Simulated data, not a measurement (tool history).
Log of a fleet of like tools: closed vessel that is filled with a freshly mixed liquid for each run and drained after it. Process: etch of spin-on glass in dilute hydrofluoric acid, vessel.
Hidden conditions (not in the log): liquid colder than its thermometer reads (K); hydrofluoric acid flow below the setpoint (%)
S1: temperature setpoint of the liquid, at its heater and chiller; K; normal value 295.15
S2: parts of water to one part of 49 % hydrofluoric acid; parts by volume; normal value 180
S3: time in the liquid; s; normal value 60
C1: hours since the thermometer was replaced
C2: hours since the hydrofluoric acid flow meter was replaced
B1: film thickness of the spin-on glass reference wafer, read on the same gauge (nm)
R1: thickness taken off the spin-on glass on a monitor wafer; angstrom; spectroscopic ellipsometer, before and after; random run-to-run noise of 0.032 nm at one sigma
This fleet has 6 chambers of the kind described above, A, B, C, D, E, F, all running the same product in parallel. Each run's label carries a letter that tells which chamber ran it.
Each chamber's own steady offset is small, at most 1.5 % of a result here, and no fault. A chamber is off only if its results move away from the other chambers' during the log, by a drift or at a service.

run   hour      S1   S2  S3      C1      C2      B1      R1
 1E    4.7  295.15  180  60  1603.9  1055.1  129.97  92.433
 2C    8.4  295.15  180  60   406.9   158.2  129.93  90.778
 3A   11.5  295.15  180  60   860.4    88.4     130  92.297
 4D   15.4  295.15  180  60   711.5   322.8  130.01   92.12
 5F   19.2  295.15  180  60   206.1  1725.6  129.95  92.297
 6B   22.1  295.15  180  60  2049.2  1312.8     130   92.09
 7C   26.8  292.65  180  30   425.3   176.6  130.01  41.542
 8B   30.5  292.65  180  30  2057.6  1321.2  129.98  42.073
 9E   35.9  292.65  180  30  1635.1  1086.3  129.95  41.899
10A     41  292.65  180  30   889.9   117.9  129.98  41.802
11F   45.2  292.65  180  30   232.1  1751.6  129.95   41.81
      47.5  -- chamber D: thermometer replaced
12D   49.8  292.65  180  30     2.4   357.2  129.98   41.97
13B   54.3  295.15  180  60  2081.4    1345  129.98  92.569
14D   59.6  295.15  180  60    12.2     367  130.01  93.111
15F   63.4  295.15  180  60   250.3  1769.8  129.99  92.075
16E   68.4  295.15  180  60  1667.6  1118.8  129.96  92.326
17C   73.5  295.15  180  60     472   223.3  129.94   91.22
18A   78.8  295.15  180  60   927.7   155.7  129.98  92.232
19A   82.6  295.15  180  60   931.5   159.5  129.97  91.986
20F   85.7  295.15  110  85   272.6  1792.1     130   231.2
      90.7  -- chamber E: hydrofluoric acid flow meter replaced
21D   90.8  295.15  110  85    43.4   398.2  130.01  231.65
22B   94.7  295.15  110  85  2121.8  1385.4  130.04  229.67
23C   99.2  295.15  110  85   497.7     249  129.95  229.81
24E  102.3  295.15  110  85  1701.5    11.6  129.98   232.2
25C  107.5  295.15  110  85     506   257.3  129.98  229.91
26B  111.2  291.65  110  60  2138.3  1401.9  129.99  139.87
27E  113.7  291.65  110  60  1712.9      23  130.02  142.51
28D    119  291.65  110  60    71.6   426.4  130.01  142.04
29A  123.8  291.65  110  60   972.7   200.7  130.02  141.23
30F  128.9  291.65  110  60   315.8  1835.3  130.01  138.82
31F    132  291.65  110  60   318.9  1838.4  130.04  137.97
32E  136.6  295.15  180  60  1735.8    45.9  129.95  92.008
33B  139.4  295.15  180  60  2166.5  1430.1  130.02  92.801
34D  143.8  295.15  180  60    96.4   451.2     130  92.266
35A    149  295.15  180  60   997.9   225.9  129.98   92.36
36C  151.5  295.15  180  60     550   301.3  130.01  90.829

Predict what each chamber gives when all 6 of them run the settings below next.
37A  155.5  295.15  180  60               ?
37B  155.5  295.15  180  60               ?
37C  155.5  295.15  180  60               ?
37D  155.5  295.15  180  60               ?
37E  155.5  295.15  180  60               ?
37F  155.5  295.15  180  60               ?

run      R1
37A  92.002
37B  92.258
37C  90.853
37D  91.836
37E  91.782
37F   89.12
